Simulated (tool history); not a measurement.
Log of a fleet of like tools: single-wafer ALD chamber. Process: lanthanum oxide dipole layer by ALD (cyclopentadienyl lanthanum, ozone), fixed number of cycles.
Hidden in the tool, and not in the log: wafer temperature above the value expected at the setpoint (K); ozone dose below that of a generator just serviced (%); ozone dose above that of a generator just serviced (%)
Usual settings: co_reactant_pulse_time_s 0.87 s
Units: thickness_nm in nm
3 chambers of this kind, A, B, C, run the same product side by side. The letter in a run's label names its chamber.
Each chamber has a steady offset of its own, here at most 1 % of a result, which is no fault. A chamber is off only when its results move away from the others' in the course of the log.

run,hour,co_reactant_pulse_time_s,hours since the last thermocouple change,hours since the last ozone generator service,"read-back reference wafer on the same gauge, thickness_nm",thickness_nm
1C,3.4,0.87,1299.2,38.2,0.51614,0.47698
2A,5.8,0.87,503.1,1059.8,0.51584,0.47869
3B,9.7,0.87,732.2,751.5,0.51639,0.47775
4C,12.7,0.87,1308.5,47.5,0.51626,0.46937
5A,15.3,1.15,512.6,1069.3,0.51593,0.52346
6B,18.1,1.15,740.6,759.9,0.5165,0.52479
7C,21.8,1.15,1317.6,56.6,0.51644,0.516
8A,26.5,0.87,523.8,1080.5,0.51567,0.4727
9B,30.9,0.87,753.4,772.7,0.51562,0.47449
10B,35.3,0.87,757.8,777.1,0.51628,0.48043
11C,39.1,0.87,1334.9,73.9,0.51617,0.46984
12A,42,1.13,539.3,1096,0.51583,0.51703
13C,45.1,1.13,1340.9,79.9,0.51584,0.51557
14A,50,1.13,547.3,1104,0.51579,0.52145
15B,53.8,0.87,776.3,795.6,0.51648,0.47794
16B,56.5,0.63,779,798.3,0.51581,0.41487
17A,61.7,0.63,559,1115.7,0.51538,0.41742
18C,66.9,0.63,1362.7,101.7,0.51538,0.41524
19B,70.4,0.87,792.9,812.2,0.51588,0.48041
20C,75.7,0.87,1371.5,110.5,0.51578,0.47718
21A,79.2,0.87,576.5,1133.2,0.51564,0.47744
22C,82.1,0.87,1377.9,116.9,0.51603,0.47015
23A,85.7,0.87,583,1139.7,0.51599,0.48054
24B,88.6,0.87,811.1,830.4,0.51591,0.46695
# hour 89.7: chamber C: thermocouple changed; heater temperature recalibrated
25A,92.6,0.87,589.9,1146.6,0.51657,0.4716
26C,95.7,0.72,6.1,130.5,0.51644,0.43829
27B,100.2,0.72,822.7,842,0.51518,0.43379
28A,105.5,0.72,602.8,1159.5,0.51614,0.44309
29C,109.7,0.55,20.1,144.5,0.5163,0.38329
30B,114,0.55,836.5,855.8,0.51597,0.37318
31B,118.6,0.55,841.1,860.4,0.51573,0.37011
32A,122.9,0.87,620.2,1176.9,0.51652,0.47924
33C,125.3,0.87,35.7,160.1,0.51629,0.46869
34C,129.7,0.87,40.1,164.5,0.51618,0.47158
35A,133.7,0.87,631,1187.7,0.51529,0.48232
36B,138.3,0.87,860.8,880.1,0.51539,0.45916
37A,141.1,0.87,638.4,1195.1,0.51553,0.4793
# hour 145.4: chamber A: ozone generator serviced
38B,145.6,0.87,868.1,887.4,0.51589,0.45577
39C,148.4,0.87,58.8,183.2,0.51628,0.47684
40A,152.3,0.87,649.6,6.9,0.51619,0.47695
41B,155,0.87,877.5,896.8,0.5153,0.45161
42C,157.8,0.87,68.2,192.6,0.51591,0.47179

Is one chamber off against the others, does the gauge drift, or is nothing wrong? If a chamber is off, say which, and what the likeliest cause is.

Chamber B drifts away from the others.
Cause: ozone dose below that of a generator just serviced (%) = 14.3.

Here are 4 candidates for chamber B's next run, each the usual settings with a change, their results left as question marks. Which one brings its results back in line with what the others give on the usual settings?
In line means no further than this from the other chambers' mean on the usual settings: thickness_nm 0.0084 nm
43B-1,161.6,0.67,,,,?
43B-2,161.6,1.18,,,,?
43B-3,161.6,1,,,,?
43B-4,161.6,0.76,,,,?

The other chambers' mean on the usual settings: thickness_nm 0.47541 nm
run,thickness_nm
43B-1,0.39728
43B-2,0.50318
43B-3,0.4757
43B-4,0.42319
43B-3 brings the chamber back in line.
